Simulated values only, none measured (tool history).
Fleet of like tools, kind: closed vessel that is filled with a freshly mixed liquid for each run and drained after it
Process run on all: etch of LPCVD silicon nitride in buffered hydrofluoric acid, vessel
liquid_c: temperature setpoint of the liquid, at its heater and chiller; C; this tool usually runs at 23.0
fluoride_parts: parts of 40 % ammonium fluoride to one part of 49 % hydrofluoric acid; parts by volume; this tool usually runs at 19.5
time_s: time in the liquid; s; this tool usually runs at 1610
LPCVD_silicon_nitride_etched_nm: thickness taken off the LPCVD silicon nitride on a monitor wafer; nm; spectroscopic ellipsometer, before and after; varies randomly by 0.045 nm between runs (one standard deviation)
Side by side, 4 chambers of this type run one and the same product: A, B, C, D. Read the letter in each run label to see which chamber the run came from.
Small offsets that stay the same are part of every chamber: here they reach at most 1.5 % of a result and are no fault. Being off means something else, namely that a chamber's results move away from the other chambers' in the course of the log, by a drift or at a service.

run,hour,liquid_c,fluoride_parts,time_s,"read-back film thickness of the LPCVD silicon nitride reference wafer, read on the same gauge (nm)",LPCVD_silicon_nitride_etched_nm
1B,6.6,23.0,19.5,1610,90.017,11.623
2D,11.2,23.0,19.5,1610,89.994,11.600
3A,16.4,23.0,19.5,1610,90.020,11.656
4C,19.5,23.0,19.5,1610,90.018,11.714
5D,26.0,23.0,19.5,1610,89.991,11.464
6A,31.5,23.0,19.5,1610,89.983,11.597
7C,36.0,23.0,19.5,1610,90.014,11.666
8B,41.0,23.0,19.5,1610,89.985,11.458
9C,47.6,23.0,19.5,1610,90.007,11.704
10D,53.3,23.0,19.5,1610,89.996,11.436
11A,57.3,23.0,19.5,1610,89.996,11.686
12B,61.1,23.0,19.5,1610,90.006,11.410
13A,66.2,23.0,19.5,1610,89.995,11.652
14C,71.8,23.0,19.5,1610,89.996,11.635
15D,76.5,23.0,19.5,1610,90.005,11.556
16B,79.9,23.0,19.5,1610,89.997,11.292
17C,83.2,23.0,19.5,1610,89.990,11.705
18D,87.9,20.0,15.5,1610,89.995,12.277
19A,92.9,20.0,15.5,1610,89.991,12.421
20B,97.3,20.0,15.5,1610,89.992,11.908
21A,102.0,20.0,15.5,1610,90.004,12.338
22C,108.5,23.0,19.5,1610,89.987,11.677
23B,111.6,23.0,19.5,1610,89.989,11.260
24D,115.4,23.0,19.5,1610,90.002,11.457
25A,118.8,23.0,19.5,1610,90.015,11.682
# hour 122.0: chamber B: thermometer replaced
26B,125.5,23.0,19.5,1610,89.991,11.243
27D,132.4,23.0,19.5,1610,89.986,11.518
28C,137.0,23.0,19.5,1610,90.024,11.583
29B,140.2,23.0,19.5,1610,89.992,11.118

The same settings go to every chamber for the next run, one line per chamber below. Forecast the results for each:
30A,145.4,26.5,19.5,1610,,?
30B,145.4,26.5,19.5,1610,,?
30C,145.4,26.5,19.5,1610,,?
30D,145.4,26.5,19.5,1610,,?

run,LPCVD_silicon_nitride_etched_nm
30A,14.202
30B,13.498
30C,14.065
30D,13.966

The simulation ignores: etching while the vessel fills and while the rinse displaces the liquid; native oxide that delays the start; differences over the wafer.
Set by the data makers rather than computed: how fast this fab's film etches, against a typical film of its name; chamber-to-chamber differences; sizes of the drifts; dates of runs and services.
